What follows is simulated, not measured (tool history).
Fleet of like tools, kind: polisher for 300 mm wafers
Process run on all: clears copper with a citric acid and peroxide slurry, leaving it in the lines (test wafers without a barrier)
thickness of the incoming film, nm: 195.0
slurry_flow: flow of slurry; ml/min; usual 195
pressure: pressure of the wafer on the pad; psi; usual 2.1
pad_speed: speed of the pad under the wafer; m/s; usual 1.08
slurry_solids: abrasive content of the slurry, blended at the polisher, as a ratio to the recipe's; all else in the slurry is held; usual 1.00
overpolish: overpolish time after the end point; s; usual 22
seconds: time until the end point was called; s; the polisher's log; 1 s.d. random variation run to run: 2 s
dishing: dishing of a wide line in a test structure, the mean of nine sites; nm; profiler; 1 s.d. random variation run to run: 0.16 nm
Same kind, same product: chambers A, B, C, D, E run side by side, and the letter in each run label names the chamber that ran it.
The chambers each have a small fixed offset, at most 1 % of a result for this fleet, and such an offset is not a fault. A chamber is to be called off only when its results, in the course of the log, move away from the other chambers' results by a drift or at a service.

run	hour	slurry_flow	pressure	pad_speed	slurry_solids	overpolish	seconds	dishing
1D	7.0	195	2.1	1.08	1.00	22	125.74	13.489
# hour 10.3: chamber A: worn pad replaced by a new one
2E	10.6	195	2.1	1.08	1.00	22	129.32	13.689
# hour 13.7: chamber C: head pressure recalibrated
3B	14.9	195	2.1	1.08	1.00	22	127.76	13.489
# hour 16.4: chamber C: worn pad replaced by a new one
4C	19.5	195	2.1	1.08	1.00	22	130.80	13.519
# hour 22.0: chamber C: slurry blender recalibrated
# hour 23.6: chamber B: head pressure recalibrated
5A	23.6	195	2.1	1.08	1.00	22	128.61	13.642
# hour 28.1: chamber B: worn pad replaced by a new one
# hour 28.6: chamber B: slurry blender recalibrated
6E	29.7	220	2.1	1.08	1.00	22	125.35	13.598
7C	35.7	220	2.1	1.08	1.00	22	124.96	13.839
8B	42.5	220	2.1	1.08	1.00	22	123.41	13.636
9D	46.7	220	2.1	1.08	1.00	22	123.51	13.820
10A	51.5	220	2.1	1.08	1.00	22	126.88	13.586
11E	57.5	195	2.1	1.08	1.00	22	129.16	13.657
12D	63.4	195	2.1	1.08	1.00	22	128.50	13.626
13C	68.7	195	2.1	1.08	1.00	22	128.79	13.971
14A	75.7	195	2.1	1.08	1.00	22	132.02	13.776
15B	79.9	195	2.1	1.08	1.00	22	125.16	13.522
# hour 80.6: chamber D: slurry blender recalibrated
16C	86.6	195	2.1	1.08	1.00	22	126.17	13.740
# hour 89.8: chamber D: worn pad replaced by a new one
17B	90.1	195	2.1	1.08	0.85	22	132.91	13.360
18A	96.5	195	2.1	1.08	0.85	22	130.88	13.575
# hour 100.8: chamber E: worn pad replaced by a new one
19D	103.1	195	2.1	1.08	0.85	22	133.87	13.408
# hour 107.1: chamber A: slurry nozzle cleaned
20E	109.4	195	2.1	1.08	0.85	22	131.25	13.455
21A	116.2	195	2.1	1.08	0.85	22	129.32	13.378
22E	122.3	195	2.1	1.08	1.00	22	127.71	13.453
23C	127.1	195	2.1	1.08	1.00	22	128.84	13.756
24D	133.0	195	2.1	1.08	1.00	22	123.80	13.217
# hour 137.8: chamber A: worn pad replaced by a new one
25B	139.3	195	2.1	0.90	0.80	22	159.84	12.005
26E	144.6	195	2.1	0.90	0.80	22	158.22	12.099
27D	147.9	195	2.1	0.90	0.80	22	158.15	12.224
# hour 152.0: chamber D: head pressure recalibrated
28A	154.3	195	2.1	0.90	0.80	22	161.95	12.422
29B	159.3	195	2.1	0.90	0.80	22	156.98	12.361
30C	162.8	195	2.1	1.08	1.00	22	126.77	13.588
31C	166.8	195	2.1	1.08	1.00	22	127.69	13.567
32D	173.8	195	2.1	1.08	1.00	22	128.41	13.516
33B	179.2	195	2.1	1.08	1.00	22	124.30	13.774

Each of the 5 chambers runs these same settings next. Fill in every chamber's results:
34A	184.3	195	2.1	1.08	1.00	22	?	?
34B	184.3	195	2.1	1.08	1.00	22	?	?
34C	184.3	195	2.1	1.08	1.00	22	?	?
34D	184.3	195	2.1	1.08	1.00	22	?	?
34E	184.3	195	2.1	1.08	1.00	22	?	?

run	seconds	dishing
34A	126.75	13.755
34B	125.49	13.548
34C	128.61	13.564
34D	125.99	13.305
34E	129.07	13.408
